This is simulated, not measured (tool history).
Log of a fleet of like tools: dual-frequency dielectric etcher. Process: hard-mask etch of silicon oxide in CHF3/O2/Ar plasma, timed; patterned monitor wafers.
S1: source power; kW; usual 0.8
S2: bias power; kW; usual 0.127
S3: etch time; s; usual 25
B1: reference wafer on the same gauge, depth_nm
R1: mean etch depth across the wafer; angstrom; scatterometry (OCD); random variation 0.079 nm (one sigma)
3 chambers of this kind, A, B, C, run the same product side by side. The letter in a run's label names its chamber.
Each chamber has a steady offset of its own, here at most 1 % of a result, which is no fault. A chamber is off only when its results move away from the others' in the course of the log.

{"run": "1A", "hour": 6.9, "S1": 0.8, "S2": 0.127, "S3": 25, "B1": 44.983, "R1": 494.3}
{"run": "2B", "hour": 12.2, "S1": 0.8, "S2": 0.127, "S3": 25, "B1": 44.966, "R1": 497.97}
{"run": "3C", "hour": 17.5, "S1": 0.8, "S2": 0.127, "S3": 25, "B1": 44.997, "R1": 491.23}
{"run": "4B", "hour": 24.4, "S1": 0.8, "S2": 0.127, "S3": 25, "B1": 44.97, "R1": 496.73}
{"run": "5A", "hour": 29.3, "S1": 0.8, "S2": 0.127, "S3": 25, "B1": 44.956, "R1": 494.21}
{"run": "6C", "hour": 34.5, "S1": 0.8, "S2": 0.127, "S3": 25, "B1": 44.939, "R1": 492.45}
{"run": "7A", "hour": 40.8, "S1": 0.9, "S2": 0.127, "S3": 25, "B1": 44.929, "R1": 516.73}
{"run": "8B", "hour": 45.7, "S1": 0.9, "S2": 0.127, "S3": 25, "B1": 44.929, "R1": 521.13}
{"run": "9C", "hour": 51.2, "S1": 0.9, "S2": 0.127, "S3": 25, "B1": 44.918, "R1": 515.41}
{"run": "10A", "hour": 61.1, "S1": 0.8, "S2": 0.152, "S3": 30.5, "B1": 44.919, "R1": 637.02}
{"run": "11B", "hour": 69.1, "S1": 0.8, "S2": 0.152, "S3": 30.5, "B1": 44.891, "R1": 642.94}
{"run": "12C", "hour": 76.0, "S1": 0.8, "S2": 0.152, "S3": 30.5, "B1": 44.89, "R1": 632.79}
{"run": "13C", "hour": 83.1, "S1": 0.8, "S2": 0.127, "S3": 25, "B1": 44.866, "R1": 490.91}
{"run": "14A", "hour": 93.9, "S1": 0.87, "S2": 0.127, "S3": 25, "B1": 44.848, "R1": 508.89}
{"run": "15B", "hour": 99.8, "S1": 0.87, "S2": 0.127, "S3": 25, "B1": 44.883, "R1": 513.69}
{"run": "16A", "hour": 107.2, "S1": 0.87, "S2": 0.127, "S3": 25, "B1": 44.836, "R1": 508.7}
{"run": "17B", "hour": 115.5, "S1": 0.66, "S2": 0.115, "S3": 25, "B1": 44.839, "R1": 445.17}
{"run": "18C", "hour": 122.4, "S1": 0.66, "S2": 0.115, "S3": 25, "B1": 44.826, "R1": 440.59}
{"run": "19A", "hour": 129.6, "S1": 0.66, "S2": 0.115, "S3": 25, "B1": 44.807, "R1": 441.57}
{"run": "20C", "hour": 140.0, "S1": 0.8, "S2": 0.127, "S3": 25, "B1": 44.786, "R1": 489.98}
{"run": "21B", "hour": 145.5, "S1": 0.8, "S2": 0.127, "S3": 25, "B1": 44.797, "R1": 495.17}
{"run": "22A", "hour": 152.7, "S1": 0.8, "S2": 0.127, "S3": 25, "B1": 44.779, "R1": 491.35}
{"run": "23B", "hour": 163.5, "S1": 0.8, "S2": 0.127, "S3": 25, "B1": 44.762, "R1": 494.57}
{"run": "24C", "hour": 173.9, "S1": 0.8, "S2": 0.127, "S3": 25, "B1": 44.748, "R1": 489.93}
{"run": "25A", "hour": 182.3, "S1": 0.92, "S2": 0.127, "S3": 27, "B1": 44.749, "R1": 559.24}
{"run": "26B", "hour": 189.1, "S1": 0.92, "S2": 0.127, "S3": 27, "B1": 44.721, "R1": 563.4}
{"run": "27C", "hour": 195.2, "S1": 0.92, "S2": 0.127, "S3": 27, "B1": 44.683, "R1": 557.47}

Next, every chamber runs the same settings. What will each give?
{"run": "28A", "hour": 203.1, "S1": 0.8, "S2": 0.127, "S3": 25, "R1": "?"}
{"run": "28B", "hour": 203.1, "S1": 0.8, "S2": 0.127, "S3": 25, "R1": "?"}
{"run": "28C", "hour": 203.1, "S1": 0.8, "S2": 0.127, "S3": 25, "R1": "?"}

run=28A R1=491.28
run=28B R1=494.1
run=28C R1=489.49

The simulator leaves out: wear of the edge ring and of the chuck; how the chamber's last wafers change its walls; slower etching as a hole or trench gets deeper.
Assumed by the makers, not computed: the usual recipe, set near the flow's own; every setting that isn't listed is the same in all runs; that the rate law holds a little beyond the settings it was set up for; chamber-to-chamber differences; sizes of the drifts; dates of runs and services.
